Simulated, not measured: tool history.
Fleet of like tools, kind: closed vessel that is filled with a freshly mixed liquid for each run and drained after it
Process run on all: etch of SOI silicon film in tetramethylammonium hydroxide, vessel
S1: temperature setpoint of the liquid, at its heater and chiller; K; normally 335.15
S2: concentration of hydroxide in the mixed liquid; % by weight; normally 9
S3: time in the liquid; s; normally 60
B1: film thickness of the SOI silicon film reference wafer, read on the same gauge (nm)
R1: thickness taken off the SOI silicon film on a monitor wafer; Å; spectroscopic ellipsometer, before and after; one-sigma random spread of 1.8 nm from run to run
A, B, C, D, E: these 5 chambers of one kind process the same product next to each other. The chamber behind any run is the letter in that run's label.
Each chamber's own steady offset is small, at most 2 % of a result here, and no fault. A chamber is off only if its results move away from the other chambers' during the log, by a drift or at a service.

Run 1B, hour 3.8: usual settings; B1 119.98. Result: R1 2764.1 Å.
Run 2E, hour 6.8: usual settings; B1 119.99. Result: R1 2728.5 Å.
Run 3A, hour 9.9: usual settings; B1 119.96. Result: R1 2758.1 Å.
Run 4D, hour 14.2: usual settings; B1 119.98. Result: R1 2718.8 Å.
Run 5C, hour 18.2: usual settings; B1 120.07. Result: R1 2742.5 Å.
Run 6A, hour 22.4: usual settings; B1 120. Result: R1 2711 Å.
Run 7C, hour 26.9: usual settings; B1 120. Result: R1 2725 Å.
Run 8B, hour 31.2: usual settings; B1 120. Result: R1 2763.2 Å.
Run 9E, hour 34.9: usual settings; B1 120. Result: R1 2763.4 Å.
Run 10D, hour 37.2: usual settings; B1 120.02. Result: R1 2712.3 Å.
Run 11C, hour 40.3: usual settings; B1 119.99. Result: R1 2711.4 Å.
Run 12D, hour 42.6: usual settings but S1 340.65 K, S2 11 % by weight; B1 120.01. Result: R1 3460.2 Å.
Run 13B, hour 45.1: usual settings but S1 340.65 K, S2 11 % by weight; B1 120. Result: R1 3572.6 Å.
Run 14A, hour 48.4: usual settings but S1 340.65 K, S2 11 % by weight; B1 120.04. Result: R1 3570 Å.
Run 15E, hour 51.9: usual settings but S1 340.65 K, S2 11 % by weight; B1 120.01. Result: R1 3568.7 Å.
Run 16B, hour 54.1: usual settings but S1 340.65 K, S2 11 % by weight; B1 120.03. Result: R1 3569.4 Å.
Run 17D, hour 56: usual settings but S2 8 % by weight; B1 120.03. Result: R1 2849.5 Å.
Run 18E, hour 59.2: usual settings but S2 8 % by weight; B1 119.94. Result: R1 2850.5 Å.
Run 19A, hour 62.3: usual settings but S2 8 % by weight; B1 119.99. Result: R1 2851.5 Å.
Run 20C, hour 66.2: usual settings but S2 8 % by weight; B1 119.98. Result: R1 2826.4 Å.
Run 21D, hour 69.7: usual settings but S2 8 % by weight; B1 120. Result: R1 2803.5 Å.
Run 22B, hour 73.8: usual settings; B1 119.99. Result: R1 2787.4 Å.
Run 23E, hour 77.7: usual settings; B1 120.04. Result: R1 2724.3 Å.
Run 24C, hour 81.7: usual settings; B1 119.95. Result: R1 2729.6 Å.
Run 25A, hour 85.5: usual settings; B1 120.02. Result: R1 2710.4 Å.
Run 26E, hour 87.9: usual settings; B1 119.98. Result: R1 2738.5 Å.
Run 27A, hour 92.1: usual settings; B1 119.97. Result: R1 2716.4 Å.
Run 28D, hour 94.8: usual settings; B1 119.99. Result: R1 2730.4 Å.
Run 29B, hour 98.8: usual settings; B1 120.01. Result: R1 2772.4 Å.
Run 30C, hour 101.6: usual settings; B1 120.02. Result: R1 2744.6 Å.
Run 31C, hour 105: usual settings; B1 119.98. Result: R1 2719 Å.
Run 32A, hour 108.5: usual settings; B1 120.01. Result: R1 2733.6 Å.
Run 33E, hour 111.7: usual settings; B1 120.03. Result: R1 2754.1 Å.
Run 34D, hour 115.2: usual settings but S1 330.65 K, S3 45 s; B1 120. Result: R1 1535.8 Å.
Run 35B, hour 118.7: usual settings but S1 330.65 K, S3 45 s; B1 120.03. Result: R1 1575.3 Å.
Run 36C, hour 122.3: usual settings but S1 330.65 K, S3 45 s; B1 119.99. Result: R1 1532.8 Å.
Run 37E, hour 124.7: usual settings but S1 330.65 K, S3 45 s; B1 120.01. Result: R1 1556.1 Å.
Run 38A, hour 126.8: usual settings but S1 330.65 K, S3 45 s; B1 120.01. Result: R1 1512 Å.
Run 39D, hour 130: usual settings; B1 120.03. Result: R1 2659.9 Å.
Run 40B, hour 132.5: usual settings; B1 119.99. Result: R1 2742.4 Å.
Run 41E, hour 136.7: usual settings; B1 120.01. Result: R1 2744.3 Å.

Decide between three cases: one chamber stands off from its peers, the gauge reading all wafers drifts, or nothing is wrong past each chamber's small offset. Where a chamber is off, say which and what most likely put it there.

Nothing is wrong: each chamber keeps only its own small, steady offset and the gauge holds still.
